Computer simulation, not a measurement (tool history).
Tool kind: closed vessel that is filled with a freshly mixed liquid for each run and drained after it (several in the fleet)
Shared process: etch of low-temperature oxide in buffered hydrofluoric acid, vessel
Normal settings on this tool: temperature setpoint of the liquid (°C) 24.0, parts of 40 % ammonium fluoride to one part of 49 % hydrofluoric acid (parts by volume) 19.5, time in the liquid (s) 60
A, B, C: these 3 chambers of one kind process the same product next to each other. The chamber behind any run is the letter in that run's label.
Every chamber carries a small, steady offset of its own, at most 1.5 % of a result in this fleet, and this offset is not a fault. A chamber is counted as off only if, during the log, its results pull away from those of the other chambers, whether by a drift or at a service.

run   hour  temperature setpoint of the liquid (°C)  parts of 40 % ammonium fluoride to one part of 49 % hydrofluoric acid (parts by volume)  time in the liquid (s)  hours since the thermometer was replaced  hours since the hydrofluoric acid flow meter was replaced  read-back film thickness of the low-temperature oxide reference wafer, read on the same gauge (nm)  thickness taken off the low-temperature oxide on a monitor wafer (Å)
 1B    8.1                                     24.0                                                                                     19.5                      60                                     356.7                                                     1277.7                                                                                              110.00                                                                2083.2
      12.6  -- chamber C: hydrofluoric acid flow meter replaced
 2C   13.7                                     24.0                                                                                     19.5                      60                                     336.2                                                        1.1                                                                                              110.01                                                                2109.2
 3A   20.3                                     24.0                                                                                     19.5                      60                                    1520.8                                                      801.3                                                                                              109.98                                                                2051.1
 4B   27.6                                     24.0                                                                                     19.5                      60                                     376.2                                                     1297.2                                                                                              110.01                                                                2070.3
 5C   34.9                                     24.0                                                                                     19.5                      60                                     357.4                                                       22.3                                                                                              109.96                                                                2102.3
 6A   43.6                                     24.0                                                                                     19.5                      60                                    1544.1                                                      824.6                                                                                              109.98                                                                2049.6
 7C   53.2                                     24.0                                                                                     19.5                      60                                     375.7                                                       40.6                                                                                              110.00                                                                2117.0
 8A   64.0                                     24.0                                                                                     19.5                      60                                    1564.5                                                      845.0                                                                                              109.99                                                                2058.1
 9B   70.7                                     24.0                                                                                     19.5                      60                                     419.3                                                     1340.3                                                                                              109.99                                                                2053.4
10A   75.7                                     24.0                                                                                     19.5                      60                                    1576.2                                                      856.7                                                                                              110.00                                                                2047.5
11C   82.7                                     24.0                                                                                     19.5                      60                                     405.2                                                       70.1                                                                                              110.05                                                                2074.8
12B   88.3                                     24.0                                                                                     19.5                      60                                     436.9                                                     1357.9                                                                                              110.00                                                                2137.1
13C   98.9                                     20.5                                                                                     22.0                      60                                     421.4                                                       86.3                                                                                              110.01                                                                1579.4
14B  105.5                                     20.5                                                                                     22.0                      60                                     454.1                                                     1375.1                                                                                              110.04                                                                1587.1
15A  115.3                                     20.5                                                                                     22.0                      60                                    1615.8                                                      896.3                                                                                              110.00                                                                1528.3
16B  121.1                                     24.0                                                                                     19.5                      60                                     469.7                                                     1390.7                                                                                              109.99                                                                2179.5
17A  128.3                                     24.0                                                                                     19.5                      60                                    1628.8                                                      909.3                                                                                              109.96                                                                2060.1
18C  139.6                                     24.0                                                                                     19.5                      60                                     462.1                                                      127.0                                                                                              110.00                                                                2101.3
19B  145.1                                     24.0                                                                                     19.5                      60                                     493.7                                                     1414.7                                                                                              110.01                                                                2230.0
20A  152.2                                     24.0                                                                                     19.5                      60                                    1652.7                                                      933.2                                                                                              110.00                                                                2039.2
21C  159.2                                     24.0                                                                                     19.5                      60                                     481.7                                                      146.6                                                                                              110.00                                                                2123.4
22A  166.3                                     24.0                                                                                     19.5                      60                                    1666.8                                                      947.3                                                                                              109.98                                                                2053.2
23B  174.9                                     24.0                                                                                     19.5                      60                                     523.5                                                     1444.5                                                                                              110.00                                                                2281.1
24C  182.8                                     27.5                                                                                     13.0                      60                                     505.3                                                      170.2                                                                                              109.98                                                                3707.3
25C  188.5                                     27.5                                                                                     13.0                      60                                     511.0                                                      175.9                                                                                              110.03                                                                3801.7

Each of the 3 chambers runs these same settings next. Fill in every chamber's results:
26A  196.6                                     24.0                                                                                     19.5                      60                                                                                                                                                                                                                                                                              ?
26B  196.6                                     24.0                                                                                     19.5                      60                                                                                                                                                                                                                                                                              ?
26C  196.6                                     24.0                                                                                     19.5                      60                                                                                                                                                                                                                                                                              ?

run  thickness taken off the low-temperature oxide on a monitor wafer (Å)
26A                                                                2060.7
26B                                                                2292.3
26C                                                                2088.0
